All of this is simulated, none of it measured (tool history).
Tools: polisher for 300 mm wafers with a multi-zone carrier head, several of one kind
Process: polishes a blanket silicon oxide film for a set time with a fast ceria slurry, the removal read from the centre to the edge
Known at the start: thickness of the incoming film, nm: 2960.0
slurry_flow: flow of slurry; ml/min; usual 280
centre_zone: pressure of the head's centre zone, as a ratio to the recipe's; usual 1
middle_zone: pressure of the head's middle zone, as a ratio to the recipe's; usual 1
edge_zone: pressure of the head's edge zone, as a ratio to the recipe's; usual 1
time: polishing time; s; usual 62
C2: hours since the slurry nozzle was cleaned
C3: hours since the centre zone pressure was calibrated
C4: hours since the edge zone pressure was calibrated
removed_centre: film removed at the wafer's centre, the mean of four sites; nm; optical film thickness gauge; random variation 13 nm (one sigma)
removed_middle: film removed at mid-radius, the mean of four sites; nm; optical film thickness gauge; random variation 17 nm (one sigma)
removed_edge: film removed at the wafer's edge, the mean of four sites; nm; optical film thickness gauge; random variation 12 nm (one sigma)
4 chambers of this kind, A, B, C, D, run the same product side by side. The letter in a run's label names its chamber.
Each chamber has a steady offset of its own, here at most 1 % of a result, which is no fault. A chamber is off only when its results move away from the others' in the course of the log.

{"hour": 0.5, "done": "chamber B: edge zone pressure recalibrated"}
{"run": "1D", "hour": 5.3, "slurry_flow": 280, "centre_zone": 1, "middle_zone": 1, "edge_zone": 1, "time": 62, "wafers polished on this pad": 819, "C2": 55.3, "C3": 1251.6, "C4": 402.2, "removed_centre": 1185, "removed_middle": 1213.7, "removed_edge": 1196.7}
{"hour": 13.1, "done": "chamber B: worn pad replaced by a new one"}
{"run": "2B", "hour": 14.6, "slurry_flow": 280, "centre_zone": 1, "middle_zone": 1, "edge_zone": 1, "time": 62, "wafers polished on this pad": 17, "C2": 300.2, "C3": 309.6, "C4": 14.1, "removed_centre": 1207.2, "removed_middle": 1204.8, "removed_edge": 1205.3}
{"run": "3C", "hour": 22.4, "slurry_flow": 280, "centre_zone": 1, "middle_zone": 1, "edge_zone": 1, "time": 62, "wafers polished on this pad": 960, "C2": 157, "C3": 1362.8, "C4": 1285.2, "removed_centre": 1180.5, "removed_middle": 1227, "removed_edge": 1220.4}
{"run": "4A", "hour": 31.8, "slurry_flow": 280, "centre_zone": 1, "middle_zone": 1, "edge_zone": 1, "time": 62, "wafers polished on this pad": 928, "C2": 414.5, "C3": 627.8, "C4": 298.3, "removed_centre": 1199.9, "removed_middle": 1214.1, "removed_edge": 1214.4}
{"run": "5C", "hour": 39.0, "slurry_flow": 280, "centre_zone": 1, "middle_zone": 1, "edge_zone": 1, "time": 62, "wafers polished on this pad": 1149, "C2": 173.6, "C3": 1379.4, "C4": 1301.8, "removed_centre": 1211, "removed_middle": 1217.9, "removed_edge": 1221.9}
{"run": "6B", "hour": 43.8, "slurry_flow": 280, "centre_zone": 1, "middle_zone": 1, "edge_zone": 1, "time": 62, "wafers polished on this pad": 351, "C2": 329.4, "C3": 338.8, "C4": 43.3, "removed_centre": 1200.5, "removed_middle": 1190, "removed_edge": 1207.1}
{"hour": 48.3, "done": "chamber C: worn pad replaced by a new one"}
{"run": "7A", "hour": 52.9, "slurry_flow": 280, "centre_zone": 1, "middle_zone": 1, "edge_zone": 1, "time": 62, "wafers polished on this pad": 1169, "C2": 435.6, "C3": 648.9, "C4": 319.4, "removed_centre": 1208.7, "removed_middle": 1211.6, "removed_edge": 1211.5}
{"run": "8D", "hour": 61.2, "slurry_flow": 280, "centre_zone": 1, "middle_zone": 1, "edge_zone": 1, "time": 62, "wafers polished on this pad": 1457, "C2": 111.2, "C3": 1307.5, "C4": 458.1, "removed_centre": 1188.6, "removed_middle": 1225.7, "removed_edge": 1215}
{"hour": 63.4, "done": "chamber C: edge zone pressure recalibrated"}
{"hour": 65.2, "done": "chamber D: worn pad replaced by a new one"}
{"hour": 67.4, "done": "chamber C: centre zone pressure recalibrated"}
{"run": "9A", "hour": 70.5, "slurry_flow": 280, "centre_zone": 1, "middle_zone": 1, "edge_zone": 1, "time": 62, "wafers polished on this pad": 1370, "C2": 453.2, "C3": 666.5, "C4": 337, "removed_centre": 1199.7, "removed_middle": 1214.5, "removed_edge": 1197.8}
{"run": "10C", "hour": 76.7, "slurry_flow": 280, "centre_zone": 0.89, "middle_zone": 1, "edge_zone": 1, "time": 62, "wafers polished on this pad": 324, "C2": 211.3, "C3": 9.3, "C4": 13.3, "removed_centre": 1185.1, "removed_middle": 1242.4, "removed_edge": 1225.3}
{"run": "11B", "hour": 82.1, "slurry_flow": 280, "centre_zone": 0.89, "middle_zone": 1, "edge_zone": 1, "time": 62, "wafers polished on this pad": 788, "C2": 367.7, "C3": 377.1, "C4": 81.6, "removed_centre": 1074.4, "removed_middle": 1201.3, "removed_edge": 1224.9}
{"hour": 82.2, "done": "chamber A: worn pad replaced by a new one"}
{"run": "12D", "hour": 90.6, "slurry_flow": 280, "centre_zone": 0.89, "middle_zone": 1, "edge_zone": 1, "time": 62, "wafers polished on this pad": 290, "C2": 140.6, "C3": 1336.9, "C4": 487.5, "removed_centre": 1055.5, "removed_middle": 1233.6, "removed_edge": 1202.8}
{"run": "13D", "hour": 96.1, "slurry_flow": 280, "centre_zone": 0.89, "middle_zone": 1, "edge_zone": 1, "time": 62, "wafers polished on this pad": 353, "C2": 146.1, "C3": 1342.4, "C4": 493, "removed_centre": 1053.1, "removed_middle": 1216.2, "removed_edge": 1207.5}
{"hour": 98.2, "done": "chamber D: centre zone pressure recalibrated"}
{"run": "14C", "hour": 103.1, "slurry_flow": 280, "centre_zone": 1.08, "middle_zone": 1, "edge_zone": 1, "time": 62, "wafers polished on this pad": 626, "C2": 237.7, "C3": 35.7, "C4": 39.7, "removed_centre": 1468.2, "removed_middle": 1188.6, "removed_edge": 1207.2}
{"run": "15A", "hour": 107.9, "slurry_flow": 280, "centre_zone": 1.08, "middle_zone": 1, "edge_zone": 1, "time": 62, "wafers polished on this pad": 293, "C2": 490.6, "C3": 703.9, "C4": 374.4, "removed_centre": 1315, "removed_middle": 1174.6, "removed_edge": 1221.2}
{"run": "16B", "hour": 114.6, "slurry_flow": 280, "centre_zone": 1.08, "middle_zone": 1, "edge_zone": 1, "time": 62, "wafers polished on this pad": 1159, "C2": 400.2, "C3": 409.6, "C4": 114.1, "removed_centre": 1309.5, "removed_middle": 1181.6, "removed_edge": 1212.8}
{"run": "17A", "hour": 122.0, "slurry_flow": 280, "centre_zone": 1.08, "middle_zone": 1, "edge_zone": 1, "time": 62, "wafers polished on this pad": 454, "C2": 504.7, "C3": 718, "C4": 388.5, "removed_centre": 1321.9, "removed_middle": 1208.1, "removed_edge": 1205.6}
{"run": "18B", "hour": 127.6, "slurry_flow": 350, "centre_zone": 1, "middle_zone": 1, "edge_zone": 1, "time": 51, "wafers polished on this pad": 1308, "C2": 413.2, "C3": 422.6, "C4": 127.1, "removed_centre": 1011.5, "removed_middle": 1004.8, "removed_edge": 1023.9}
{"hour": 132.2, "done": "chamber B: worn pad replaced by a new one"}
{"hour": 132.9, "done": "chamber A: slurry nozzle cleaned"}
{"run": "19C", "hour": 134.5, "slurry_flow": 350, "centre_zone": 1, "middle_zone": 1, "edge_zone": 1, "time": 51, "wafers polished on this pad": 984, "C2": 269.1, "C3": 67.1, "C4": 71.1, "removed_centre": 1137.6, "removed_middle": 1013.9, "removed_edge": 1018.6}
{"run": "20D", "hour": 144.3, "slurry_flow": 350, "centre_zone": 1, "middle_zone": 1, "edge_zone": 1, "time": 51, "wafers polished on this pad": 903, "C2": 194.3, "C3": 46.1, "C4": 541.2, "removed_centre": 1014.4, "removed_middle": 996.58, "removed_edge": 1006.9}
{"run": "21D", "hour": 150.7, "slurry_flow": 350, "centre_zone": 1, "middle_zone": 1, "edge_zone": 1, "time": 51, "wafers polished on this pad": 976, "C2": 200.7, "C3": 52.5, "C4": 547.6, "removed_centre": 994.77, "removed_middle": 1006.2, "removed_edge": 1006.9}
{"run": "22B", "hour": 156.4, "slurry_flow": 280, "centre_zone": 1, "middle_zone": 1, "edge_zone": 1, "time": 62, "wafers polished on this pad": 276, "C2": 442, "C3": 451.4, "C4": 155.9, "removed_centre": 1205.6, "removed_middle": 1197.8, "removed_edge": 1204.5}
{"run": "23C", "hour": 161.7, "slurry_flow": 375, "centre_zone": 1, "middle_zone": 1, "edge_zone": 1.1, "time": 62, "wafers polished on this pad": 1295, "C2": 296.3, "C3": 94.3, "C4": 98.3, "removed_centre": 1367.7, "removed_middle": 1232.7, "removed_edge": 1274.1}
{"hour": 161.8, "done": "chamber C: worn pad replaced by a new one"}
{"hour": 168.7, "done": "chamber B: centre zone pressure recalibrated"}
{"run": "24A", "hour": 169.5, "slurry_flow": 375, "centre_zone": 1, "middle_zone": 1, "edge_zone": 1.1, "time": 62, "wafers polished on this pad": 996, "C2": 36.6, "C3": 765.5, "C4": 436, "removed_centre": 1261, "removed_middle": 1234.2, "removed_edge": 1304.9}
{"hour": 174.6, "done": "chamber D: worn pad replaced by a new one"}
{"run": "25C", "hour": 179.5, "slurry_flow": 375, "centre_zone": 1, "middle_zone": 1, "edge_zone": 1.1, "time": 62, "wafers polished on this pad": 203, "C2": 314.1, "C3": 112.1, "C4": 116.1, "removed_centre": 1377.4, "removed_middle": 1226.5, "removed_edge": 1300.1}
{"run": "26A", "hour": 187.2, "slurry_flow": 375, "centre_zone": 1, "middle_zone": 1, "edge_zone": 1.1, "time": 62, "wafers polished on this pad": 1198, "C2": 54.3, "C3": 783.2, "C4": 453.7, "removed_centre": 1259.8, "removed_middle": 1242.2, "removed_edge": 1289.7}
{"run": "27D", "hour": 193.2, "slurry_flow": 280, "centre_zone": 1, "middle_zone": 1.04, "edge_zone": 1, "time": 62, "wafers polished on this pad": 213, "C2": 243.2, "C3": 95, "C4": 590.1, "removed_centre": 1206.5, "removed_middle": 1240.3, "removed_edge": 1211.4}
{"run": "28B", "hour": 200.3, "slurry_flow": 280, "centre_zone": 1, "middle_zone": 1.04, "edge_zone": 1, "time": 62, "wafers polished on this pad": 777, "C2": 485.9, "C3": 31.6, "C4": 199.8, "removed_centre": 1228.6, "removed_middle": 1253.8, "removed_edge": 1208.7}
{"run": "29C", "hour": 204.6, "slurry_flow": 280, "centre_zone": 1, "middle_zone": 1.04, "edge_zone": 1, "time": 62, "wafers polished on this pad": 489, "C2": 339.2, "C3": 137.2, "C4": 141.2, "removed_centre": 1349.9, "removed_middle": 1267.5, "removed_edge": 1197.8}

All 4 chambers run these settings next. Forecast each chamber's results:
{"run": "30A", "hour": 211.9, "slurry_flow": 280, "centre_zone": 1, "middle_zone": 1, "edge_zone": 1, "time": 62, "removed_centre": "?", "removed_middle": "?", "removed_edge": "?"}
{"run": "30B", "hour": 211.9, "slurry_flow": 280, "centre_zone": 1, "middle_zone": 1, "edge_zone": 1, "time": 62, "removed_centre": "?", "removed_middle": "?", "removed_edge": "?"}
{"run": "30C", "hour": 211.9, "slurry_flow": 280, "centre_zone": 1, "middle_zone": 1, "edge_zone": 1, "time": 62, "removed_centre": "?", "removed_middle": "?", "removed_edge": "?"}
{"run": "30D", "hour": 211.9, "slurry_flow": 280, "centre_zone": 1, "middle_zone": 1, "edge_zone": 1, "time": 62, "removed_centre": "?", "removed_middle": "?", "removed_edge": "?"}

run=30A removed_centre=1215.8 removed_middle=1209.5 removed_edge=1224.1
run=30B removed_centre=1214.1 removed_middle=1217 removed_edge=1226.1
run=30C removed_centre=1362.2 removed_middle=1225.3 removed_edge=1215.4
run=30D removed_centre=1215.4 removed_middle=1207.7 removed_edge=1210.2
